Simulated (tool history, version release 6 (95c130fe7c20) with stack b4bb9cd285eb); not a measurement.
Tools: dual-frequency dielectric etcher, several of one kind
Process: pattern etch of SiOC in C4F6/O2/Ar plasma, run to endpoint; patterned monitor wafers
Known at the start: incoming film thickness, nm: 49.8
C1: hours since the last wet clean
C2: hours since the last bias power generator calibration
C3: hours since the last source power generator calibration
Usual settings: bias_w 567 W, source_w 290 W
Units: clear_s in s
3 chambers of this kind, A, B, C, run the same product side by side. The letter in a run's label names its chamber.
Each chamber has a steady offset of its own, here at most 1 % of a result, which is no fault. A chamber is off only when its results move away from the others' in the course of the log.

run 1C hour=4.5 | bias_w=567 source_w=290 | C1=478.9 C2=3419.3 C3=1615.5 | clear_s=18.277
run 2B hour=12.8 | bias_w=567 source_w=290 | C1=195.7 C2=352 C3=1511.5 | clear_s=17.759
run 3A hour=21.5 | bias_w=567 source_w=290 | C1=276.9 C2=1196.8 C3=2885.6 | clear_s=18.307
run 4B hour=25.9 | bias_w=567 source_w=290 | C1=208.8 C2=365.1 C3=1524.6 | clear_s=17.8
run 5A hour=33.4 | bias_w=567 source_w=290 | C1=288.8 C2=1208.7 C3=2897.5 | clear_s=17.745
run 6C hour=39.5 | bias_w=567 source_w=290 | C1=513.9 C2=3454.3 C3=1650.5 | clear_s=17.848
run 7C hour=45.9 | bias_w=567 source_w=290 | C1=520.3 C2=3460.7 C3=1656.9 | clear_s=18.223
run 8A hour=52.8 | bias_w=567 source_w=290 | C1=308.2 C2=1228.1 C3=2916.9 | clear_s=18.059
run 9B hour=57.9 | bias_w=567 source_w=290 | C1=240.8 C2=397.1 C3=1556.6 | clear_s=17.98
run 10A hour=67.2 | bias_w=567 source_w=290 | C1=322.6 C2=1242.5 C3=2931.3 | clear_s=17.968
run 11B hour=76.3 | bias_w=567 source_w=290 | C1=259.2 C2=415.5 C3=1575 | clear_s=17.784
run 12C hour=81.4 | bias_w=567 source_w=260 | C1=555.8 C2=3496.2 C3=1692.4 | clear_s=18.905
run 13C hour=88 | bias_w=567 source_w=260 | C1=562.4 C2=3502.8 C3=1699 | clear_s=18.932
run 14B hour=94.3 | bias_w=567 source_w=260 | C1=277.2 C2=433.5 C3=1593 | clear_s=18.511
run 15A hour=102.8 | bias_w=567 source_w=290 | C1=358.2 C2=1278.1 C3=2966.9 | clear_s=17.85
run 16C hour=110.5 | bias_w=567 source_w=290 | C1=584.9 C2=3525.3 C3=1721.5 | clear_s=18.23
run 17B hour=115.7 | bias_w=567 source_w=290 | C1=298.6 C2=454.9 C3=1614.4 | clear_s=18.123
run 18A hour=122.8 | bias_w=567 source_w=290 | C1=378.2 C2=1298.1 C3=2986.9 | clear_s=18.075
run 19C hour=127.8 | bias_w=567 source_w=290 | C1=602.2 C2=3542.6 C3=1738.8 | clear_s=18.142
run 20A hour=135.4 | bias_w=567 source_w=290 | C1=390.8 C2=1310.7 C3=2999.5 | clear_s=17.82
run 21B hour=142.5 | bias_w=507 source_w=250 | C1=325.4 C2=481.7 C3=1641.2 | clear_s=19.935
run 22B hour=148 | bias_w=507 source_w=250 | C1=330.9 C2=487.2 C3=1646.7 | clear_s=19.715
-- hour=150.1 chamber C: wet clean of the chamber
run 23C hour=153.2 | bias_w=507 source_w=250 | C1=3.1 C2=3568 C3=1764.2 | clear_s=19.849
run 24A hour=158.5 | bias_w=567 source_w=290 | C1=413.9 C2=1333.8 C3=3022.6 | clear_s=18.062
run 25A hour=162.7 | bias_w=502 source_w=250 | C1=418.1 C2=1338 C3=3026.8 | clear_s=19.894
run 26B hour=170.5 | bias_w=502 source_w=250 | C1=353.4 C2=509.7 C3=1669.2 | clear_s=19.942
-- hour=178 chamber B: wet clean of the chamber
run 27C hour=179.6 | bias_w=502 source_w=250 | C1=29.5 C2=3594.4 C3=1790.6 | clear_s=20.083
run 28C hour=187.6 | bias_w=567 source_w=290 | C1=37.5 C2=3602.4 C3=1798.6 | clear_s=17.87
run 29B hour=195.8 | bias_w=567 source_w=290 | C1=17.8 C2=535 C3=1694.5 | clear_s=17.905
run 30A hour=204.7 | bias_w=567 source_w=290 | C1=460.1 C2=1380 C3=3068.8 | clear_s=17.985
run 31C hour=210.7 | bias_w=567 source_w=290 | C1=60.6 C2=3625.5 C3=1821.7 | clear_s=17.982

Is one chamber off against the others, does the gauge drift, or is nothing wrong? If a chamber is off, say which, and what the likeliest cause is.

No chamber stands off beyond its own small offset, and the gauge holds steady.
